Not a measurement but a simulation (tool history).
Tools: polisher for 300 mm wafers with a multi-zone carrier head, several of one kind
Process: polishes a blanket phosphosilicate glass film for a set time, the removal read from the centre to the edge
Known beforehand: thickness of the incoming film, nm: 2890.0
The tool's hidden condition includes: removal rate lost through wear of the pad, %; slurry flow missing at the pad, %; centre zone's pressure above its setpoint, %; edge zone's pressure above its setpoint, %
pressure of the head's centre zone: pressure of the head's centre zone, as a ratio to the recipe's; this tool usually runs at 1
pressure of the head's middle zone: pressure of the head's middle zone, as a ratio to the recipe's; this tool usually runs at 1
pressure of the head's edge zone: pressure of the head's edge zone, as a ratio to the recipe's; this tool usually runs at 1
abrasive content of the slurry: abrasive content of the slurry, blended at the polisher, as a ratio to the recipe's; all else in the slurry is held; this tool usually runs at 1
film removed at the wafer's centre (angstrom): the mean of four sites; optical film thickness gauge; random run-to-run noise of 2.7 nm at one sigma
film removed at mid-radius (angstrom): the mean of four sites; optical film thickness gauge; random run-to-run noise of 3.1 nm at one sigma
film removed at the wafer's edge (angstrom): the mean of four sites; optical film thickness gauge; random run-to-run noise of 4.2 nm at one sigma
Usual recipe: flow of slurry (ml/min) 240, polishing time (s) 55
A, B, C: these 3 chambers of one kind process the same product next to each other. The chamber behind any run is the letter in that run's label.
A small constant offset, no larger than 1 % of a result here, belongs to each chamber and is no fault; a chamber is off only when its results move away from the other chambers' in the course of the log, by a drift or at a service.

run,hour,flow of slurry (ml/min),pressure of the head's centre zone,pressure of the head's middle zone,pressure of the head's edge zone,abrasive content of the slurry,polishing time (s),wafers polished on this pad,hours since the slurry nozzle was cleaned,hours since the centre zone pressure was calibrated,hours since the edge zone pressure was calibrated,film removed at the wafer's centre (angstrom),film removed at mid-radius (angstrom),film removed at the wafer's edge (angstrom)
1A,3.8,240,1,1,1,1,55,757,87,89.4,306.8,3309.1,3298.8,3323.8
2B,9.6,240,1,1,1,1,55,604,220.4,877.7,116.6,3322.6,3340.1,3390.3
3C,13.8,240,1,1,1,1,55,354,114.4,290.8,805.8,3287.2,3236.2,3331.7
4A,20.8,240,1,1,1,1,55,906,104,106.4,323.8,3290.5,3427.3,3370.4
5B,26.7,240,1,1,1,1,55,754,237.5,894.8,133.7,3347.9,3306.2,3330.9
# hour 29.6: chamber B: worn pad replaced by a new one
6C,32.8,240,1,1,1.06,1.25,55,521,133.4,309.8,824.8,3676.1,3638.5,3826
7C,37.6,240,1,1,1.06,1.25,55,563,138.2,314.6,829.6,3679.8,3646.7,3816.1
8A,45.1,240,1,1,1.06,1.25,55,1119,128.3,130.7,348.1,3695.6,3701,3785.9
9B,49.9,240,1,1,1,1,55,178,260.7,918,156.9,3314,3392.9,3322
# hour 53.7: chamber C: worn pad replaced by a new one
10B,58,240,1,1,1,1,55,249,268.8,926.1,165,3263.7,3326.3,3315.3
11A,62.1,240,1,1,1.04,1.1,55,1268,145.3,147.7,365.1,3487.9,3483.2,3582.5
12C,68.3,240,1,1,1.04,1.1,55,128,168.9,345.3,860.3,3470,3500.2,3648.5
13A,74.5,240,1,1,1.04,1.1,55,1377,157.7,160.1,377.5,3457.2,3528.4,3539.2
14C,79.6,240,1,1,1,1,55,227,180.2,356.6,871.6,3308.7,3332.2,3246.7
# hour 81.9: chamber A: edge zone pressure recalibrated
# hour 83.8: chamber A: worn pad replaced by a new one
15B,85.4,240,1,1,1,1,55,489,296.2,953.5,192.4,3322.4,3269.7,3300.9
16C,92.5,240,1,1,1,1,55,340,193.1,369.5,884.5,3317.9,3287,3459.7
17B,100.4,240,1,1,1,1,55,621,311.2,968.5,207.4,3372,3317.6,3329.2
# hour 101.8: chamber B: centre zone pressure recalibrated
18A,108.7,240,1,1,1,1,55,218,191.9,194.3,26.8,3325.8,3366.3,3304.9
19A,113.7,240,1,1,1,1,55,262,196.9,199.3,31.8,3364.2,3405.4,3372.1
20B,119,240,1,1,1,1,55,784,329.8,17.2,226,3317.4,3298.3,3350.5
# hour 122.8: chamber B: worn pad replaced by a new one
# hour 123.3: chamber C: centre zone pressure recalibrated
21C,125.8,240,1,1,1,1,55,632,226.4,2.5,917.8,3337.3,3321.5,3383.2
22A,133.3,240,1,1,1,1,55,434,216.5,218.9,51.4,3314.1,3327.5,3334.3
# hour 136.3: chamber C: worn pad replaced by a new one
23B,138.4,240,1,1,1,1,55,136,349.2,36.6,245.4,3345.4,3340.9,3348.7
24C,142.1,240,1,1,1,1,55,50,242.7,18.8,934.1,3315.5,3303.7,3366.7
25C,148.3,240,1,1,1,1,55,105,248.9,25,940.3,3330.8,3325.9,3411.8
26A,153.1,240,1,1,1,1,55,607,236.3,238.7,71.2,3316.6,3376.5,3378.3
27B,160.1,240,1,1,1,1,55,327,370.9,58.3,267.1,3376.2,3324.3,3354.8
28C,164.6,240,1,1,1,1,38,248,265.2,41.3,956.6,2262.3,2289,2313.2
29B,171,240,1,1,1,1,38,422,381.8,69.2,278,2308.9,2270.4,2360.5
30A,179.3,240,1,1,1,1,38,837,262.5,264.9,97.4,2254.7,2329.2,2297.6
31A,187.1,240,1,1,1,1,55,906,270.3,272.7,105.2,3326.1,3352.1,3311.8
32B,194.1,240,1,1,1,1,55,625,404.9,92.3,301.1,3397.9,3307.7,3369
33C,199.8,240,1,1,1,1,55,556,300.4,76.5,991.8,3321.1,3336.4,3341.7
34B,208,240,1,1,1,1,55,747,418.8,106.2,315,3339.3,3324.7,3373.5
# hour 211.4: chamber C: worn pad replaced by a new one
35A,215.9,240,1,1,1,1,55,1158,299.1,301.5,134,3282.7,3398.8,3372.6
36C,223.2,240,1,1,1,1,55,104,323.8,99.9,1015.2,3329.2,3331.1,3374.4
37A,227.7,240,1,1,1,1,55,1262,310.9,313.3,145.8,3259.5,3317.8,3342.9
38C,235.4,240,1,1,1,1,55,210,336,112.1,1027.4,3280,3332,3414

Each of the 3 chambers runs these same settings next. Fill in every chamber's results:
39A,241.5,175,1,1,1,1,55,,,,,?,?,?
39B,241.5,175,1,1,1,1,55,,,,,?,?,?
39C,241.5,175,1,1,1,1,55,,,,,?,?,?

run,film removed at the wafer's centre (angstrom),film removed at mid-radius (angstrom),film removed at the wafer's edge (angstrom)
39A,3127.1,3148.9,3212.3
39B,3144.6,3145.7,3173.4
39C,3147.2,3206.2,3274.8
